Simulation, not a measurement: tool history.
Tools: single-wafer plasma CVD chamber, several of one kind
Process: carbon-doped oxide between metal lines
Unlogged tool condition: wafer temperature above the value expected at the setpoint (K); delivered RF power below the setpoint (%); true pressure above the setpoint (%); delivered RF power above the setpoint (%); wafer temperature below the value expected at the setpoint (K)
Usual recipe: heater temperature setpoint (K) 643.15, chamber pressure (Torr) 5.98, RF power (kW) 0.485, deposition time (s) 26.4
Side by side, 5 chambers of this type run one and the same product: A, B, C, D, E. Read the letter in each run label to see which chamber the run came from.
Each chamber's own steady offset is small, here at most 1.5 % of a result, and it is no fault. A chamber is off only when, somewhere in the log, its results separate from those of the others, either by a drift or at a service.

run     day  heater temperature setpoint (K)  chamber pressure (Torr)  RF power (kW)  deposition time (s)  hours since the last thermocouple change  hours since the last RF generator calibration  hours since the last manometer calibration  read-back reference wafer on the same gauge, thickness_nm  mean film thickness on the monitor wafer (Å)
 1D   0.342                           643.15                     5.98          0.485                 26.4                                     531.0                                         1860.2                                       576.3                                                     154.05                                        1301.3
 2B   0.617                           643.15                     5.98          0.485                 26.4                                     388.3                                         1307.4                                        34.8                                                     154.03                                        1284.0
 3E   0.858                           643.15                     5.98          0.485                 26.4                                     868.1                                          171.7                                       868.3                                                     154.00                                        1301.5
 4C   1.183                           643.15                     5.98          0.485                 26.4                                     716.4                                         1641.5                                       154.4                                                     154.06                                        1273.5
      1.446  -- chamber A: capacitance manometer re-zeroed and calibrated
 5A   1.483                           643.15                     5.98          0.485                 30.3                                      59.6                                         1511.0                                         1.0                                                     154.09                                        1460.1
 6C   1.717                           643.15                     5.98          0.485                 30.3                                     729.2                                         1654.3                                       167.2                                                     154.16                                        1462.5
 7D   1.971                           643.15                     5.98          0.485                 30.3                                     570.1                                         1899.3                                       615.4                                                     154.14                                        1487.2
 8A   2.317                           643.15                     5.98          0.485                 30.3                                      79.6                                         1531.0                                        21.0                                                     154.23                                        1456.7
 9B   2.596                           643.15                     5.98          0.485                 30.3                                     435.8                                         1354.9                                        82.3                                                     154.23                                        1470.2
10E   2.992                           643.15                     5.98          0.485                 26.4                                     919.3                                          222.9                                       919.5                                                     154.27                                        1306.9
11E   3.421                           643.15                     5.98          0.485                 26.4                                     929.6                                          233.2                                       929.8                                                     154.33                                        1306.3
12B   3.650                           643.15                     5.98          0.485                 26.4                                     461.1                                         1380.2                                       107.6                                                     154.36                                        1283.7
      4.079  -- chamber D: RF generator calibrated
13A   4.125                           643.15                     4.97          0.485                 26.4                                     123.0                                         1574.4                                        64.4                                                     154.33                                        1243.6
14D   4.358                           643.15                     4.97          0.485                 26.4                                     627.4                                            6.7                                       672.7                                                     154.39                                        1273.3
15C   4.825                           643.15                     4.97          0.485                 26.4                                     803.8                                         1728.9                                       241.8                                                     154.41                                        1249.2
16D   5.188                           643.15                     4.97          0.485                 26.4                                     647.3                                           26.6                                       692.6                                                     154.38                                        1273.5
17A   5.679                           643.15                     4.97          0.485                 26.4                                     160.3                                         1611.7                                       101.7                                                     154.41                                        1245.3
18C   6.112                           636.15                     5.98          0.520                 26.4                                     834.7                                         1759.8                                       272.7                                                     154.42                                        1360.1
19E   6.350                           636.15                     5.98          0.520                 26.4                                     999.9                                          303.5                                      1000.1                                                     154.50                                        1387.7
20B   6.762                           636.15                     5.98          0.520                 26.4                                     535.8                                         1454.9                                       182.3                                                     154.57                                        1372.9
21E   7.150                           636.15                     5.98          0.520                 26.4                                    1019.1                                          322.7                                      1019.3                                                     154.54                                        1396.7
22A   7.388                           636.15                     5.98          0.520                 26.4                                     201.3                                         1652.7                                       142.7                                                     154.62                                        1355.1
23C   7.750                           643.15                     5.98          0.485                 26.4                                     874.0                                         1799.1                                       312.0                                                     154.59                                        1280.7
24D   8.004                           643.15                     5.98          0.485                 26.4                                     714.9                                           94.2                                       760.2                                                     154.63                                        1306.0
25B   8.392                           643.15                     5.98          0.485                 26.4                                     574.9                                         1494.0                                       221.4                                                     154.72                                        1287.6
26D   8.642                           643.15                     5.98          0.550                 21.5                                     730.2                                          109.5                                       775.5                                                     154.75                                        1152.5
27C   9.117                           643.15                     5.98          0.550                 21.5                                     906.8                                         1831.9                                       344.8                                                     154.71                                        1130.0
28B   9.375                           643.15                     5.98          0.550                 21.5                                     598.5                                         1517.6                                       245.0                                                     154.78                                        1142.2
29A   9.879                           643.15                     5.98          0.550                 21.5                                     261.1                                         1712.5                                       202.5                                                     154.72                                        1128.6
      9.958  -- chamber B: RF generator calibrated
30E  10.296                           643.15                     5.98          0.550                 21.5                                    1094.6                                          398.2                                      1094.8                                                     154.88                                        1154.7
31D  10.704                           632.15                     5.09          0.485                 26.4                                     779.7                                          159.0                                       825.0                                                     154.86                                        1318.0
32E  11.138                           632.15                     5.09          0.485                 26.4                                    1114.8                                          418.4                                      1115.0                                                     154.89                                        1324.1
33B  11.562                           632.15                     5.09          0.485                 26.4                                     651.0                                           38.6                                       297.5                                                     154.87                                        1299.9
34A  11.925                           632.15                     5.09          0.485                 26.4                                     310.2                                         1761.6                                       251.6                                                     154.99                                        1288.7
35C  12.338                           632.15                     5.09          0.485                 26.4                                     984.1                                         1909.2                                       422.1                                                     154.94                                        1295.1

Each of the 5 chambers runs these same settings next. Fill in every chamber's results:
36A  12.704                           649.15                     5.98          0.485                 26.4                                                                                                                                                                                                                                             ?
36B  12.704                           649.15                     5.98          0.485                 26.4                                                                                                                                                                                                                                             ?
36C  12.704                           649.15                     5.98          0.485                 26.4                                                                                                                                                                                                                                             ?
36D  12.704                           649.15                     5.98          0.485                 26.4                                                                                                                                                                                                                                             ?
36E  12.704                           649.15                     5.98          0.485                 26.4                                                                                                                                                                                                                                             ?

run  mean film thickness on the monitor wafer (Å)
36A                                        1261.9
36B                                        1275.8
36C                                        1268.3
36D                                        1289.4
36E                                        1295.7
